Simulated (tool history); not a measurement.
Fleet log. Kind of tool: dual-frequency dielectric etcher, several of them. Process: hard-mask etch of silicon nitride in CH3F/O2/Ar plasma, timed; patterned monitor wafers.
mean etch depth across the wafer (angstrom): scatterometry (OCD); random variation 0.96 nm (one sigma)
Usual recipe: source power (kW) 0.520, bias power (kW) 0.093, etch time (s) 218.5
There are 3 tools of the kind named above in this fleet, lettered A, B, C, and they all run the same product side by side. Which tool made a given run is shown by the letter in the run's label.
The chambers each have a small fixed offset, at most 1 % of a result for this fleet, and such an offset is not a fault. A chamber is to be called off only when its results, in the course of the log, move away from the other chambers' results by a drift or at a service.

run   hour  source power (kW)  bias power (kW)  etch time (s)  read-back reference wafer on the same gauge, depth_nm  mean etch depth across the wafer (angstrom)
 1B    5.4              0.520            0.093          218.5                                                 211.74                                       1848.2
 2A    9.6              0.520            0.093          218.5                                                 212.09                                       1853.2
       9.9  -- chamber A: wet clean of the chamber
 3C   18.5              0.520            0.093          218.5                                                 212.00                                       1839.3
 4C   26.8              0.520            0.093          218.5                                                 212.36                                       1836.0
 5B   34.5              0.520            0.093          218.5                                                 211.87                                       1854.1
 6A   41.1              0.520            0.093          218.5                                                 211.78                                       1856.6
 7A   46.3              0.520            0.093          218.5                                                 211.87                                       1853.5
 8B   53.3              0.520            0.093          218.5                                                 211.88                                       1836.8
 9C   61.0              0.480            0.093          154.5                                                 211.75                                       1267.5
10C   67.6              0.480            0.093          154.5                                                 212.04                                       1258.3
11B   72.8              0.480            0.093          154.5                                                 211.93                                       1267.5
12A   77.6              0.520            0.093          218.5                                                 212.01                                       1867.4
13A   83.7              0.520            0.093          218.5                                                 212.21                                       1863.7
14C   92.3              0.520            0.093          218.5                                                 212.08                                       1833.8
15B   96.5              0.520            0.093          218.5                                                 211.99                                       1872.6
16C  100.8              0.450            0.093          218.5                                                 211.87                                       1742.7
17B  107.2              0.450            0.093          218.5                                                 212.06                                       1753.3
18A  114.2              0.450            0.093          218.5                                                 211.84                                       1771.4
19B  118.9              0.520            0.093          218.5                                                 212.00                                       1835.9
20C  125.1              0.520            0.093          218.5                                                 211.65                                       1831.9
21A  130.3              0.520            0.093          218.5                                                 212.17                                       1855.9
22B  135.3              0.520            0.093          218.5                                                 212.05                                       1848.8
23C  141.6              0.520            0.093          218.5                                                 211.84                                       1858.5
24A  147.4              0.520            0.093          218.5                                                 212.06                                       1853.8
     149.1  -- chamber C: bias power generator calibrated
25C  155.5              0.520            0.093          218.5                                                 212.42                                       1833.9
     156.1  -- chamber C: wet clean of the chamber
26B  164.9              0.520            0.093          218.5                                                 211.80                                       1842.3
27A  171.5              0.590            0.085          218.5                                                 212.01                                       1888.9
28A  179.4              0.590            0.085          218.5                                                 211.77                                       1896.1
29C  186.8              0.590            0.085          218.5                                                 212.38                                       1870.7
30B  192.5              0.520            0.093          218.5                                                 212.00                                       1841.3
31A  198.6              0.520            0.093          218.5                                                 212.03                                       1865.8
32C  205.0              0.520            0.093          218.5                                                 212.06                                       1836.8
33B  212.5              0.520            0.093          218.5                                                 212.06                                       1844.7
34A  217.9              0.590            0.100          218.5                                                 211.78                                       2012.4

Next, all 3 chambers run the settings below, one line each with question marks for the results. What does each chamber give?
35A  224.8              0.520            0.093          218.5                                                                                                   ?
35B  224.8              0.520            0.093          218.5                                                                                                   ?
35C  224.8              0.520            0.093          218.5                                                                                                   ?

run  mean etch depth across the wafer (angstrom)
35A                                       1855.4
35B                                       1859.2
35C                                       1853.6
